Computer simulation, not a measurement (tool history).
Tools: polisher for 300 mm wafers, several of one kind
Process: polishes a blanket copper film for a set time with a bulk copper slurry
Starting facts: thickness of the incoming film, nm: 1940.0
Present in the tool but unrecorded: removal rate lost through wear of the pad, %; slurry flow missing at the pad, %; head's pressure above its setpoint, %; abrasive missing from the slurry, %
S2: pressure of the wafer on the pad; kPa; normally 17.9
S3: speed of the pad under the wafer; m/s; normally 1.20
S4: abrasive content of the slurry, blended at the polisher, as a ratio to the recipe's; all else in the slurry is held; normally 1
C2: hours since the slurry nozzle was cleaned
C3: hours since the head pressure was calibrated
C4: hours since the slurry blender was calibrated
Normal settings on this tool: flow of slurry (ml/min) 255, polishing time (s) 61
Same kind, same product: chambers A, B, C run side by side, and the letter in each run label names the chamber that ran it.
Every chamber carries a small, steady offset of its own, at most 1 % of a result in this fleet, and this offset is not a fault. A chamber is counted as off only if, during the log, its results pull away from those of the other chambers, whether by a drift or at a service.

run 1B hour=2.2 | flow_of_slurry_(ml/min)=255 S2=17.9 S3=1.20 S4=1 polishing_time_(s)=61 | wafers_polished_on_this_pad=827 C2=340.0 C3=49.1 C4=99.4 | film_removed_(Å)=5329.3
run 2C hour=5.9 | flow_of_slurry_(ml/min)=255 S2=17.9 S3=1.20 S4=1 polishing_time_(s)=61 | wafers_polished_on_this_pad=171 C2=393.1 C3=142.9 C4=251.8 | film_removed_(Å)=5430.7
run 3A hour=10.2 | flow_of_slurry_(ml/min)=255 S2=17.9 S3=1.20 S4=1 polishing_time_(s)=61 | wafers_polished_on_this_pad=484 C2=258.2 C3=254.5 C4=98.7 | film_removed_(Å)=5336.9
run 4B hour=14.7 | flow_of_slurry_(ml/min)=255 S2=17.9 S3=1.20 S4=1 polishing_time_(s)=61 | wafers_polished_on_this_pad=934 C2=352.5 C3=61.6 C4=111.9 | film_removed_(Å)=5332.2
-- hour=14.9 chamber B: worn pad replaced by a new one
run 5C hour=17.4 | flow_of_slurry_(ml/min)=255 S2=17.9 S3=1.20 S4=1 polishing_time_(s)=61 | wafers_polished_on_this_pad=269 C2=404.6 C3=154.4 C4=263.3 | film_removed_(Å)=5363.1
run 6A hour=22.4 | flow_of_slurry_(ml/min)=255 S2=17.9 S3=1.02 S4=1 polishing_time_(s)=61 | wafers_polished_on_this_pad=588 C2=270.4 C3=266.7 C4=110.9 | film_removed_(Å)=4615.2
run 7A hour=25.1 | flow_of_slurry_(ml/min)=255 S2=17.9 S3=1.02 S4=1 polishing_time_(s)=61 | wafers_polished_on_this_pad=611 C2=273.1 C3=269.4 C4=113.6 | film_removed_(Å)=4568.4
run 8C hour=30.0 | flow_of_slurry_(ml/min)=255 S2=17.9 S3=1.02 S4=1 polishing_time_(s)=61 | wafers_polished_on_this_pad=377 C2=417.2 C3=167.0 C4=275.9 | film_removed_(Å)=4581.1
run 9B hour=34.6 | flow_of_slurry_(ml/min)=255 S2=17.9 S3=1.20 S4=1 polishing_time_(s)=61 | wafers_polished_on_this_pad=168 C2=372.4 C3=81.5 C4=131.8 | film_removed_(Å)=5305.1
run 10C hour=39.0 | flow_of_slurry_(ml/min)=190 S2=17.9 S3=1.44 S4=1 polishing_time_(s)=61 | wafers_polished_on_this_pad=454 C2=426.2 C3=176.0 C4=284.9 | film_removed_(Å)=6230.5
run 11B hour=42.0 | flow_of_slurry_(ml/min)=190 S2=17.9 S3=1.44 S4=1 polishing_time_(s)=61 | wafers_polished_on_this_pad=231 C2=379.8 C3=88.9 C4=139.2 | film_removed_(Å)=6242.6
run 12A hour=45.0 | flow_of_slurry_(ml/min)=190 S2=17.9 S3=1.44 S4=1 polishing_time_(s)=61 | wafers_polished_on_this_pad=781 C2=293.0 C3=289.3 C4=133.5 | film_removed_(Å)=6179.1
run 13A hour=49.6 | flow_of_slurry_(ml/min)=255 S2=17.9 S3=1.20 S4=1 polishing_time_(s)=61 | wafers_polished_on_this_pad=820 C2=297.6 C3=293.9 C4=138.1 | film_removed_(Å)=5399.9
run 14B hour=52.4 | flow_of_slurry_(ml/min)=255 S2=17.9 S3=1.20 S4=1 polishing_time_(s)=61 | wafers_polished_on_this_pad=320 C2=390.2 C3=99.3 C4=149.6 | film_removed_(Å)=5342.9
-- hour=52.8 chamber C: worn pad replaced by a new one
run 15C hour=57.0 | flow_of_slurry_(ml/min)=255 S2=17.9 S3=1.50 S4=1 polishing_time_(s)=70 | wafers_polished_on_this_pad=36 C2=444.2 C3=194.0 C4=302.9 | film_removed_(Å)=7696.6
run 16C hour=60.6 | flow_of_slurry_(ml/min)=255 S2=17.9 S3=1.50 S4=1 polishing_time_(s)=70 | wafers_polished_on_this_pad=66 C2=447.8 C3=197.6 C4=306.5 | film_removed_(Å)=7740.9
run 17B hour=64.0 | flow_of_slurry_(ml/min)=255 S2=17.9 S3=1.50 S4=1 polishing_time_(s)=70 | wafers_polished_on_this_pad=419 C2=401.8 C3=110.9 C4=161.2 | film_removed_(Å)=7583.6
run 18A hour=66.3 | flow_of_slurry_(ml/min)=255 S2=17.9 S3=1.20 S4=1 polishing_time_(s)=61 | wafers_polished_on_this_pad=963 C2=314.3 C3=310.6 C4=154.8 | film_removed_(Å)=5365.4
run 19A hour=70.2 | flow_of_slurry_(ml/min)=255 S2=17.9 S3=1.20 S4=1 polishing_time_(s)=61 | wafers_polished_on_this_pad=996 C2=318.2 C3=314.5 C4=158.7 | film_removed_(Å)=5370.1
run 20B hour=72.8 | flow_of_slurry_(ml/min)=255 S2=17.9 S3=1.20 S4=1 polishing_time_(s)=61 | wafers_polished_on_this_pad=494 C2=410.6 C3=119.7 C4=170.0 | film_removed_(Å)=5256.0
run 21C hour=76.6 | flow_of_slurry_(ml/min)=255 S2=17.9 S3=1.20 S4=1 polishing_time_(s)=61 | wafers_polished_on_this_pad=203 C2=463.8 C3=213.6 C4=322.5 | film_removed_(Å)=5387.2
run 22A hour=79.1 | flow_of_slurry_(ml/min)=255 S2=17.9 S3=1.20 S4=1 polishing_time_(s)=61 | wafers_polished_on_this_pad=1072 C2=327.1 C3=323.4 C4=167.6 | film_removed_(Å)=5315.4
run 23B hour=82.0 | flow_of_slurry_(ml/min)=255 S2=17.9 S3=1.20 S4=1 polishing_time_(s)=61 | wafers_polished_on_this_pad=573 C2=419.8 C3=128.9 C4=179.2 | film_removed_(Å)=5318.5
run 24C hour=85.6 | flow_of_slurry_(ml/min)=255 S2=17.9 S3=1.20 S4=1 polishing_time_(s)=61 | wafers_polished_on_this_pad=280 C2=472.8 C3=222.6 C4=331.5 | film_removed_(Å)=5286.7
run 25C hour=89.3 | flow_of_slurry_(ml/min)=255 S2=17.9 S3=1.20 S4=1 polishing_time_(s)=61 | wafers_polished_on_this_pad=312 C2=476.5 C3=226.3 C4=335.2 | film_removed_(Å)=5384.8
run 26B hour=93.1 | flow_of_slurry_(ml/min)=255 S2=17.9 S3=1.20 S4=1 polishing_time_(s)=61 | wafers_polished_on_this_pad=667 C2=430.9 C3=140.0 C4=190.3 | film_removed_(Å)=5330.3
-- hour=93.6 chamber A: worn pad replaced by a new one
run 27A hour=97.2 | flow_of_slurry_(ml/min)=255 S2=17.9 S3=1.20 S4=1 polishing_time_(s)=61 | wafers_polished_on_this_pad=31 C2=345.2 C3=341.5 C4=185.7 | film_removed_(Å)=5284.6
run 28B hour=101.8 | flow_of_slurry_(ml/min)=255 S2=17.9 S3=1.20 S4=1 polishing_time_(s)=61 | wafers_polished_on_this_pad=742 C2=439.6 C3=148.7 C4=199.0 | film_removed_(Å)=5289.6
run 29A hour=106.7 | flow_of_slurry_(ml/min)=255 S2=17.9 S3=1.20 S4=1 polishing_time_(s)=61 | wafers_polished_on_this_pad=112 C2=354.7 C3=351.0 C4=195.2 | film_removed_(Å)=5379.0
run 30C hour=111.3 | flow_of_slurry_(ml/min)=255 S2=22.8 S3=1.20 S4=1 polishing_time_(s)=61 | wafers_polished_on_this_pad=499 C2=498.5 C3=248.3 C4=357.2 | film_removed_(Å)=6912.9
run 31A hour=116.1 | flow_of_slurry_(ml/min)=255 S2=22.8 S3=1.20 S4=1 polishing_time_(s)=61 | wafers_polished_on_this_pad=192 C2=364.1 C3=360.4 C4=204.6 | film_removed_(Å)=6613.2
run 32B hour=118.8 | flow_of_slurry_(ml/min)=255 S2=22.8 S3=1.20 S4=1 polishing_time_(s)=61 | wafers_polished_on_this_pad=887 C2=456.6 C3=165.7 C4=216.0 | film_removed_(Å)=6776.6
run 33C hour=123.7 | flow_of_slurry_(ml/min)=255 S2=17.9 S3=1.20 S4=1 polishing_time_(s)=61 | wafers_polished_on_this_pad=605 C2=510.9 C3=260.7 C4=369.6 | film_removed_(Å)=5366.6
run 34A hour=126.1 | flow_of_slurry_(ml/min)=255 S2=17.9 S3=1.20 S4=1 polishing_time_(s)=61 | wafers_polished_on_this_pad=278 C2=374.1 C3=370.4 C4=214.6 | film_removed_(Å)=5154.9
run 35C hour=129.2 | flow_of_slurry_(ml/min)=255 S2=17.9 S3=1.20 S4=1 polishing_time_(s)=61 | wafers_polished_on_this_pad=652 C2=516.4 C3=266.2 C4=375.1 | film_removed_(Å)=5299.5
run 36B hour=132.0 | flow_of_slurry_(ml/min)=255 S2=17.9 S3=1.20 S4=1 polishing_time_(s)=61 | wafers_polished_on_this_pad=1000 C2=469.8 C3=178.9 C4=229.2 | film_removed_(Å)=5335.4
-- hour=134.2 chamber C: worn pad replaced by a new one
-- hour=135.6 chamber B: worn pad replaced by a new one
run 37A hour=136.0 | flow_of_slurry_(ml/min)=255 S2=17.9 S3=1.20 S4=1 polishing_time_(s)=61 | wafers_polished_on_this_pad=362 C2=384.0 C3=380.3 C4=224.5 | film_removed_(Å)=5174.4
run 38B hour=140.0 | flow_of_slurry_(ml/min)=255 S2=17.9 S3=1.20 S4=1 polishing_time_(s)=61 | wafers_polished_on_this_pad=37 C2=477.8 C3=186.9 C4=237.2 | film_removed_(Å)=5379.1
run 39C hour=142.7 | flow_of_slurry_(ml/min)=255 S2=17.9 S3=1.20 S4=1 polishing_time_(s)=61 | wafers_polished_on_this_pad=73 C2=529.9 C3=279.7 C4=388.6 | film_removed_(Å)=5440.6
run 40A hour=145.7 | flow_of_slurry_(ml/min)=255 S2=17.9 S3=1.20 S4=1 polishing_time_(s)=61 | wafers_polished_on_this_pad=445 C2=393.7 C3=390.0 C4=234.2 | film_removed_(Å)=5166.8
run 41C hour=148.4 | flow_of_slurry_(ml/min)=255 S2=17.9 S3=1.20 S4=1 polishing_time_(s)=61 | wafers_polished_on_this_pad=122 C2=535.6 C3=285.4 C4=394.3 | film_removed_(Å)=5413.0
run 42B hour=151.2 | flow_of_slurry_(ml/min)=255 S2=17.9 S3=1.20 S4=1 polishing_time_(s)=61 | wafers_polished_on_this_pad=133 C2=489.0 C3=198.1 C4=248.4 | film_removed_(Å)=5284.4
run 43C hour=154.4 | flow_of_slurry_(ml/min)=255 S2=17.9 S3=1.20 S4=1 polishing_time_(s)=61 | wafers_polished_on_this_pad=173 C2=541.6 C3=291.4 C4=400.3 | film_removed_(Å)=5426.6
run 44A hour=158.2 | flow_of_slurry_(ml/min)=255 S2=17.9 S3=1.20 S4=1 polishing_time_(s)=53 | wafers_polished_on_this_pad=552 C2=406.2 C3=402.5 C4=246.7 | film_removed_(Å)=4481.5

Is one chamber off against the others, does the gauge drift, or is nothing wrong? If a chamber is off, say which, and what the likeliest cause is.

It is chamber A that slowly wanders off from its peers.
Most likely cause: slurry flow missing at the pad, % = 30.8.
With only this log, it may be confused with: head's pressure below its setpoint, %; abrasive missing from the slurry, %.

Chamber A could run next with any of the 4 candidate recipes listed below; each alters the usual settings, and their results appear as question marks. Which one brings its results back in line with what the other chambers deliver on the usual settings?
A result is in line if it is within this distance of the other chambers' mean on the usual settings: film removed (Å) 150.0
run 45A-1 hour=161.8 | flow_of_slurry_(ml/min)=255 S2=17.9 S3=1.22 S4=1 polishing_time_(s)=62 | film_removed_(Å)=?
run 45A-2 hour=161.8 | flow_of_slurry_(ml/min)=255 S2=18.6 S3=1.20 S4=1 polishing_time_(s)=64 | film_removed_(Å)=?
run 45A-3 hour=161.8 | flow_of_slurry_(ml/min)=255 S2=17.2 S3=1.20 S4=1 polishing_time_(s)=61 | film_removed_(Å)=?
run 45A-4 hour=161.8 | flow_of_slurry_(ml/min)=155 S2=17.9 S3=1.20 S4=1 polishing_time_(s)=61 | film_removed_(Å)=?

The mean the other chambers reach with the usual settings: film removed (Å) 5360.1
run=45A-1 film_removed_(Å)=5342.1
run=45A-2 film_removed_(Å)=5633.9
run=45A-3 film_removed_(Å)=4971.2
run=45A-4 film_removed_(Å)=4715.9
With 45A-1, the chamber falls back in line with the rest.
